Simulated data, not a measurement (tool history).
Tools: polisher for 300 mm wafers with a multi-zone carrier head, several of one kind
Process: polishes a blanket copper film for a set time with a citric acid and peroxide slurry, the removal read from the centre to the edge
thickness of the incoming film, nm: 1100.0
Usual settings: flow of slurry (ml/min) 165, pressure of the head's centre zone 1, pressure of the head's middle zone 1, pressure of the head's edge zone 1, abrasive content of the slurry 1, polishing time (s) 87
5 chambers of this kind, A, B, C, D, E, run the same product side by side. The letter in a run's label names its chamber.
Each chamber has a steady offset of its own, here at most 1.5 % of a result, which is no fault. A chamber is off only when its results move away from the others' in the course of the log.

run   hour  flow of slurry (ml/min)  pressure of the head's centre zone  pressure of the head's middle zone  pressure of the head's edge zone  abrasive content of the slurry  polishing time (s)  film removed at the wafer's centre (angstrom)  film removed at mid-radius (angstrom)  film removed at the wafer's edge (angstrom)
       3.1  -- chamber A: worn pad replaced by a new one
 1D      6                      165                                   1                                   1                                 1                               1                  87                                         1766.5                                 1780.3                                       1788.5
       8.5  -- chamber D: slurry nozzle cleaned
 2B   13.2                      165                                   1                                   1                                 1                               1                  87                                         1735.7                                 1764.8                                       1761.6
 3A   18.5                      165                                   1                                   1                                 1                               1                  87                                         1765.2                                 1751.8                                       1746.2
        20  -- chamber A: slurry nozzle cleaned
      22.8  -- chamber D: worn pad replaced by a new one
 4C   29.2                      165                                   1                                   1                                 1                               1                  87                                         1760.1                                 1749.5                                       1731.7
 5E   38.8                      165                                   1                                   1                                 1                               1                  87                                         1758.6                                 1798.9                                       1763.8
      40.1  -- chamber B: slurry nozzle cleaned
      40.8  -- chamber E: worn pad replaced by a new one
 6D   45.9                      165                                   1                                   1                                 1                               1                  87                                         1790.2                                 1794.5                                       1787.2
      52.7  -- chamber B: worn pad replaced by a new one
 7E   57.4                      165                                   1                                   1                                 1                               1                  87                                         1803.6                                   1789                                       1777.9
 8B   64.3                      165                                   1                                   1                                 1                               1                  87                                         1738.3                                   1758                                       1788.3
 9C   73.5                      165                                   1                                   1                                 1                               1                  87                                         1753.4                                 1762.2                                         1719
10A   83.4                      165                                   1                                   1                                 1                               1                  87                                         1755.8                                 1756.7                                       1744.4
11E   89.3                      165                                   1                                   1                                 1                               1                  87                                         1799.8                                 1766.4                                       1779.5
      96.1  -- chamber E: worn pad replaced by a new one
12C   97.3                      165                                   1                                   1                                 1                               1                  87                                         1720.5                                 1753.5                                       1703.8
     100.5  -- chamber A: centre zone pressure recalibrated
13D  109.1                      165                                   1                                   1                                 1                               1                  87                                         1765.5                                 1784.2                                       1752.2
14A  117.6                      165                                   1                                   1                                 1                               1                 101                                         1813.6                                 2051.2                                         2038
     120.1  -- chamber C: worn pad replaced by a new one
15B  127.7                      165                                   1                                   1                                 1                               1                 101                                         2037.6                                 2050.9                                       2026.1
     132.1  -- chamber D: worn pad replaced by a new one
16A  135.5                      165                                   1                                   1                                 1                               1                 101                                         1843.1                                   2049                                       2003.5
17D  145.7                      165                                   1                                   1                                 1                               1                 101                                         2031.2                                 2051.6                                       2099.9
18C  151.1                      165                                   1                                   1                                 1                               1                 101                                         2010.6                                 2068.2                                       2040.2
     155.5  -- chamber E: worn pad replaced by a new one
19E  162.7                      165                                   1                                   1                                 1                             1.1                  87                                         1816.4                                 1814.7                                         1810
20B  168.4                      165                                   1                                   1                                 1                             1.1                  87                                         1771.2                                 1804.9                                       1756.4
     169.9  -- chamber B: worn pad replaced by a new one
21C  175.5                      165                                   1                                   1                                 1                             1.1                  87                                         1761.8                                 1789.4                                       1755.4
     179.6  -- chamber A: worn pad replaced by a new one
22B  184.7                      165                                   1                                   1                                 1                             1.1                  87                                         1823.3                                 1805.5                                       1777.5
     186.4  -- chamber B: centre zone pressure recalibrated
23E  190.7                      165                                   1                                   1                                 1                             1.1                  87                                         1813.1                                 1828.9                                       1803.1
     197.2  -- chamber B: edge zone pressure recalibrated
24D  197.5                      165                                   1                                   1                                 1                               1                  87                                         1759.3                                 1784.4                                       1814.1
25A  206.6                      165                                   1                                   1                                 1                               1                  87                                         1543.9                                 1786.3                                       1747.1
     217.1  -- chamber E: worn pad replaced by a new one
26B  217.2                      165                                   1                                   1                                 1                             1.2                  87                                         1825.7                                 1828.8                                       1783.2
27E  223.5                      165                                   1                                   1                                 1                             1.2                  87                                         1848.6                                 1851.8                                       1777.3
28A  230.3                      165                                   1                                   1                                 1                             1.2                  87                                         1635.2                                 1832.8                                       1816.8
29D  242.1                      165                                   1                                   1                                 1                             1.2                  87                                         1842.6                                 1866.7                                       1892.7
30C  247.7                      165                                   1                                   1                                 1                             1.2                  87                                         1775.9                                 1827.8                                         1808
31D    253                      165                                   1                                   1                                 1                               1                  68                                         1386.4                                 1388.6                                       1376.5
32A  260.8                      165                                   1                                   1                                 1                               1                  68                                         1220.7                                 1379.7                                       1334.2

Is one chamber off against the others, does the gauge drift, or is nothing wrong? If a chamber is off, say which, and what the likeliest cause is.

A service left chamber A off against the others.
Cause: centre zone's pressure below its setpoint, % = 10.5.

Here are 4 candidates for chamber A's next run, each the usual settings with a change, their results left as question marks. Which one brings its results back in line with what the others give on the usual settings?
In line means no further than this from the other chambers' mean on the usual settings: film removed at the wafer's centre (angstrom) 59; film removed at mid-radius (angstrom) 44; film removed at the wafer's edge (angstrom) 88
33A-1  269.2                      170                                1.09                                0.98                              0.97                               1                  88                                              ?                                      ?                                            ?
33A-2  269.2                      160                                0.96                                1.01                              1.01                               1                  86                                              ?                                      ?                                            ?
33A-3  269.2                      160                                0.91                                1.02                              1.03                               1                  86                                              ?                                      ?                                            ?
33A-4  269.2                      170                                1.04                                0.99                              0.99                               1                  88                                              ?                                      ?                                            ?

The other chambers' mean on the usual settings: film removed at the wafer's centre (angstrom) 1759.9; film removed at mid-radius (angstrom) 1774.4; film removed at the wafer's edge (angstrom) 1758.8
  run  film removed at the wafer's centre (angstrom)  film removed at mid-radius (angstrom)  film removed at the wafer's edge (angstrom)
33A-1                                         1733.9                                 1757.4                                       1726.7
33A-2                                           1453                                 1749.2                                       1709.6
33A-3                                         1367.7                                 1765.7                                       1727.1
33A-4                                         1645.6                                 1774.5                                       1744.8
33A-1 brings the chamber back in line.
